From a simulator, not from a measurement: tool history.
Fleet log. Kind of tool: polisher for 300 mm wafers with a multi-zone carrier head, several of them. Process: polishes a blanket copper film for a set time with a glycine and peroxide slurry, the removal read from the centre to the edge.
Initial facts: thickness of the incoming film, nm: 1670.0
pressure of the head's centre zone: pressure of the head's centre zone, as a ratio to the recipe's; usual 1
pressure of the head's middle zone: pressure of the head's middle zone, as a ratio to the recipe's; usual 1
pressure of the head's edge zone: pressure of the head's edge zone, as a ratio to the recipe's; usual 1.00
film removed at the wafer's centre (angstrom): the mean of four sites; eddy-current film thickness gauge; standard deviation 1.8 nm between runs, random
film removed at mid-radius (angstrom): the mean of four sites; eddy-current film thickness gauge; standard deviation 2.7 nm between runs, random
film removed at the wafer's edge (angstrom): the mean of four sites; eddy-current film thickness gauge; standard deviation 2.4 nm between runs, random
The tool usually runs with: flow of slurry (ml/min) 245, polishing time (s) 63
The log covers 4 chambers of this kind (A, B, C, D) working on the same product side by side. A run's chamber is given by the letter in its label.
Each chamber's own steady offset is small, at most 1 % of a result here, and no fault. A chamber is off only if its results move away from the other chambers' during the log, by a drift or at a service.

run    day  flow of slurry (ml/min)  pressure of the head's centre zone  pressure of the head's middle zone  pressure of the head's edge zone  polishing time (s)  wafers polished on this pad  hours since the slurry nozzle was cleaned  hours since the centre zone pressure was calibrated  hours since the edge zone pressure was calibrated  film removed at the wafer's centre (angstrom)  film removed at mid-radius (angstrom)  film removed at the wafer's edge (angstrom)
 1B  0.171                      245                                   1                                   1                              1.00                  63                          118                                      310.3                                                168.4                                             1056.9                                         2839.6                                 2855.4                                       2813.8
 2D  0.321                      245                                   1                                   1                              1.00                  63                          806                                       57.9                                                329.8                                              599.8                                         2827.1                                 2852.1                                       2814.1
 3A  0.604                      245                                   1                                   1                              1.00                  63                          357                                       96.7                                                219.1                                              417.4                                         2864.9                                 2884.7                                       2854.4
 4C  0.829                      245                                   1                                   1                              1.00                  63                          366                                      382.2                                                593.4                                              103.5                                         2862.7                                 2851.3                                       2788.6
 5C  1.067                      245                                   1                                   1                              1.00                  63                          442                                      387.9                                                599.1                                              109.2                                         2853.9                                 2822.8                                       2827.5
     1.188  -- chamber C: worn pad replaced by a new one
     1.308  -- chamber A: worn pad replaced by a new one
 6D  1.354                      245                                   1                                   1                              1.06                  63                         1136                                       82.7                                                354.6                                              624.6                                         2828.4                                 2863.1                                       2951.4
 7B  1.604                      245                                   1                                   1                              1.06                  63                          575                                      344.7                                                202.8                                             1091.3                                         2839.6                                 2896.7                                       2922.1
 8A  1.758                      245                                   1                                   1                              1.06                  63                          144                                      124.4                                                246.8                                              445.1                                         2871.1                                 2833.8                                       2979.8
     1.842  -- chamber D: worn pad replaced by a new one
 9C  1.967                      245                                   1                                   1                              1.06                  63                          249                                      409.5                                                620.7                                              130.8                                         2815.9                                 2838.1                                       2960.6
10D  2.192                      245                                   1                                   1                              1.00                  63                          112                                      102.8                                                374.7                                              644.7                                         2862.4                                 2887.9                                       2807.0
11A  2.404                      245                                   1                                   1                              1.00                  63                          350                                      139.9                                                262.3                                              460.6                                         2780.2                                 2852.6                                       2852.3
12B  2.583                      245                                   1                                   1                              1.00                  63                          887                                      368.2                                                226.3                                             1114.8                                         2825.2                                 2890.6                                       2860.6
     2.692  -- chamber C: worn pad replaced by a new one
     2.758  -- chamber B: worn pad replaced by a new one
13C  2.792                      245                                   1                                   1                              1.00                  63                           32                                      429.3                                                640.5                                              150.6                                         2856.7                                 2777.5                                       2833.1
     2.838  -- chamber A: edge zone pressure recalibrated
14D  2.942                      245                                   1                                   1                              1.00                  63                          351                                      120.8                                                392.7                                              662.7                                         2852.4                                 2866.3                                       2849.8
     3.038  -- chamber A: worn pad replaced by a new one
15A  3.104                      245                                   1                                   1                              1.00                  63                           21                                      156.7                                                279.1                                                6.4                                         2808.6                                 2826.0                                       2802.3
16B  3.288                      245                                   1                                   1                              1.00                  46                          168                                      385.1                                                243.2                                             1131.7                                         2056.0                                 2079.6                                       2079.6
17A  3.525                      245                                   1                                   1                              1.00                  46                          156                                      166.8                                                289.2                                               16.5                                         2009.9                                 2067.0                                       2121.9
18D  3.808                      245                                   1                                   1                              1.00                  46                          628                                      141.6                                                413.5                                              683.5                                         2074.0                                 2096.7                                       2015.7
19B  4.071                      245                                   1                                   1                              1.00                  46                          418                                      403.9                                                262.0                                             1150.5                                         2068.5                                 2091.6                                       2076.4
20C  4.292                      245                                   1                                   1                              1.00                  63                          511                                      465.3                                                676.5                                              186.6                                         2859.0                                 2843.0                                       2868.9
21A  4.458                      245                                   1                                   1                              1.00                  63                          453                                      189.2                                                311.6                                               38.9                                         2743.8                                 2827.5                                       2833.5
     4.575  -- chamber C: worn pad replaced by a new one
     4.738  -- chamber B: edge zone pressure recalibrated
22C  4.746                      245                                   1                                   1                              1.00                  63                           55                                      476.2                                                687.4                                              197.5                                         2872.1                                 2818.8                                       2815.9
     4.871  -- chamber A: worn pad replaced by a new one
23D  4.921                      245                                   1                                   1                              1.00                  63                          982                                      168.3                                                440.2                                              710.2                                         2852.9                                 2864.7                                       2778.2
24B  5.179                      245                                   1                                   1                              1.00                  63                          772                                      430.5                                                288.6                                               10.7                                         2809.3                                 2887.0                                       2794.6
25B  5.325                      245                                   1                                   1                              1.00                  63                          818                                      434.0                                                292.1                                               14.2                                         2836.2                                 2864.6                                       2826.3
26D  5.458                      245                                   1                                   1                              1.00                  63                         1154                                      181.2                                                453.1                                              723.1                                         2834.8                                 2842.3                                       2802.2
27C  5.754                      245                                   1                                   1                              1.00                  63                          377                                      500.4                                                711.6                                              221.7                                         2845.2                                 2831.3                                       2859.0
     5.908  -- chamber B: worn pad replaced by a new one
28A  5.933                      245                                   1                                   1                              1.00                  63                          338                                      224.6                                                347.0                                               74.3                                         2718.6                                 2869.9                                       2842.4
     6.025  -- chamber D: worn pad replaced by a new one
29A  6.075                      245                                   1                                   1                              1.00                  63                          384                                      228.0                                                350.4                                               77.7                                         2680.1                                 2881.8                                       2865.3
     6.171  -- chamber C: worn pad replaced by a new one
30D  6.279                      245                                   1                                   1                              1.00                  63                           81                                      200.9                                                472.8                                              742.8                                         2874.0                                 2837.4                                       2847.0
31C  6.438                      245                                   1                                   1                              1.00                  63                           85                                      516.8                                                728.0                                              238.1                                         2825.0                                 2872.6                                       2827.2
     6.512  -- chamber A: worn pad replaced by a new one
32B  6.662                      245                                   1                                   1                              1.00                  63                          241                                      466.1                                                324.2                                               46.3                                         2835.6                                 2857.0                                       2836.6
33B  6.804                      245                                   1                                   1                              1.00                  63                          286                                      469.5                                                327.6                                               49.7                                         2820.4                                 2901.5                                       2796.9
34A  6.971                      245                                   1                                   1                              1.00                  63                          146                                      249.5                                                371.9                                               99.2                                         2696.3                                 2796.5                                       2807.3

Each of the 4 chambers runs these same settings next. Fill in every chamber's results:
35A  7.183                      290                                   1                                   1                              1.00                  63                                                                                                                                                                                                                              ?                                      ?                                            ?
35B  7.183                      290                                   1                                   1                              1.00                  63                                                                                                                                                                                                                              ?                                      ?                                            ?
35C  7.183                      290                                   1                                   1                              1.00                  63                                                                                                                                                                                                                              ?                                      ?                                            ?
35D  7.183                      290                                   1                                   1                              1.00                  63                                                                                                                                                                                                                              ?                                      ?                                            ?

run  film removed at the wafer's centre (angstrom)  film removed at mid-radius (angstrom)  film removed at the wafer's edge (angstrom)
35A                                         2758.6                                 2909.7                                       2887.5
35B                                         2905.4                                 2945.5                                       2891.9
35C                                         2935.1                                 2891.0                                       2865.6
35D                                         2890.0                                 2902.3                                       2863.7
